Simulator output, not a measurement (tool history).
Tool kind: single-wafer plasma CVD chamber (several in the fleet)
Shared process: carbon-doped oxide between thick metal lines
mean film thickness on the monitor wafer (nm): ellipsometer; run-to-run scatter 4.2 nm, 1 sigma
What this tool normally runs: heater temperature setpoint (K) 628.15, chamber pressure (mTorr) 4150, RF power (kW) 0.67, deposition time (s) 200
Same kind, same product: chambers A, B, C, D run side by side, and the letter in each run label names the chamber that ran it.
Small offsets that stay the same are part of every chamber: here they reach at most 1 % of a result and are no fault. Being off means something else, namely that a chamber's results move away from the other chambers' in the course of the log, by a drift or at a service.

run   hour  heater temperature setpoint (K)  chamber pressure (mTorr)  RF power (kW)  deposition time (s)  read-back reference wafer on the same gauge, thickness_nm  mean film thickness on the monitor wafer (nm)
 1C    4.2                           628.15                      4150           0.67                  200                                                     1130.4                                         1148.2
 2D    6.2                           628.15                      4150           0.67                  200                                                     1129.7                                         1150.5
 3B   10.3                           628.15                      4150           0.67                  200                                                     1129.7                                           1145
 4A   13.8                           628.15                      4150           0.67                  200                                                     1129.5                                         1142.5
 5A   17.3                           628.15                      4150           0.67                  200                                                     1129.6                                         1147.5
 6B   20.5                           628.15                      4150           0.67                  200                                                       1130                                         1149.3
 7D   24.1                           628.15                      4150           0.67                  200                                                     1129.1                                         1155.3
 8C   27.2                           628.15                      4150           0.67                  200                                                     1130.2                                         1159.9
 9D   31.8                           628.15                      4150           0.67                  200                                                     1130.5                                         1150.9
10A   33.8                           628.15                      4150           0.67                  200                                                     1130.3                                         1140.5
11B   35.7                           628.15                      4150           0.67                  200                                                     1129.6                                         1144.2
12C   40.2                           628.15                      4150           0.67                  200                                                     1130.1                                         1151.8
13C   43.9                           628.15                      4150           0.67                  200                                                     1130.4                                         1156.1
14A   46.8                           628.15                      4150           0.67                  200                                                     1129.9                                         1134.8
15B   49.1                           622.15                      4150           0.67                  200                                                       1129                                         1157.3
16D     52                           622.15                      4150           0.67                  200                                                     1129.5                                         1170.9
17B   56.4                           622.15                      4150           0.67                  200                                                     1129.8                                         1148.4
18C     60                           622.15                      4150           0.67                  200                                                     1129.9                                         1166.9
19D   63.5                           628.15                      4150           0.67                  200                                                     1130.4                                         1151.7
20A   67.3                           628.15                      4150           0.67                  200                                                       1129                                         1150.1
21B   69.7                           628.15                      4150           0.67                  200                                                     1128.8                                         1128.1
22A   73.5                           628.15                      4150           0.67                  200                                                     1129.8                                         1144.2
23C   77.2                           628.15                      4150           0.67                  200                                                     1129.8                                         1154.9
      77.9  -- chamber B: capacitance manometer re-zeroed and calibrated
24D   81.5                           628.15                      4150           0.67                  200                                                     1130.6                                         1144.7
25C   84.6                           628.15                      4150           0.67                  200                                                     1129.6                                         1156.6
26A   89.1                           628.15                      4720           0.67                  200                                                     1130.1                                         1154.1
27D   93.1                           628.15                      4720           0.67                  200                                                     1130.2                                         1165.9
28B   97.2                           628.15                      4720           0.67                  200                                                     1129.9                                         1124.6
29D   99.3                           628.15                      4720           0.67                  200                                                     1129.5                                         1163.8
30A    102                           628.15                      4150           0.67                  200                                                     1129.9                                         1147.4
31B    105                           628.15                      4150           0.67                  200                                                     1130.4                                         1105.6
32C  108.8                           628.15                      4150           0.67                  200                                                     1130.7                                         1153.8

Is one chamber off against the others, does the gauge drift, or is nothing wrong? If a chamber is off, say which, and what the likeliest cause is.

It is chamber B that slowly wanders off from its peers.
Cause: delivered RF power below the setpoint (%) = 7.5.

Below are 4 candidate recipes for chamber B's next run, each the usual settings with a change, their results shown as question marks. Which of them brings B's results back in line with what the other chambers give on the usual settings?
In line here means within this much of the mean the other chambers give on the usual settings: mean film thickness on the monitor wafer (nm) 14
33B-1   112                           628.15                      3750           0.67                  200                                                                                                         ?
33B-2   112                           628.15                      4160          0.675                  202                                                                                                         ?
33B-3   112                           628.15                      4120          0.655                  193                                                                                                         ?
33B-4   112                           628.15                      4150           0.67                  209                                                                                                         ?

On the usual settings, the other chambers give on average: mean film thickness on the monitor wafer (nm) 1147.6
  run  mean film thickness on the monitor wafer (nm)
33B-1                                         1080.3
33B-2                                         1112.4
33B-3                                           1042
33B-4                                         1145.2
It is 33B-4 that realigns the chamber with its peers.
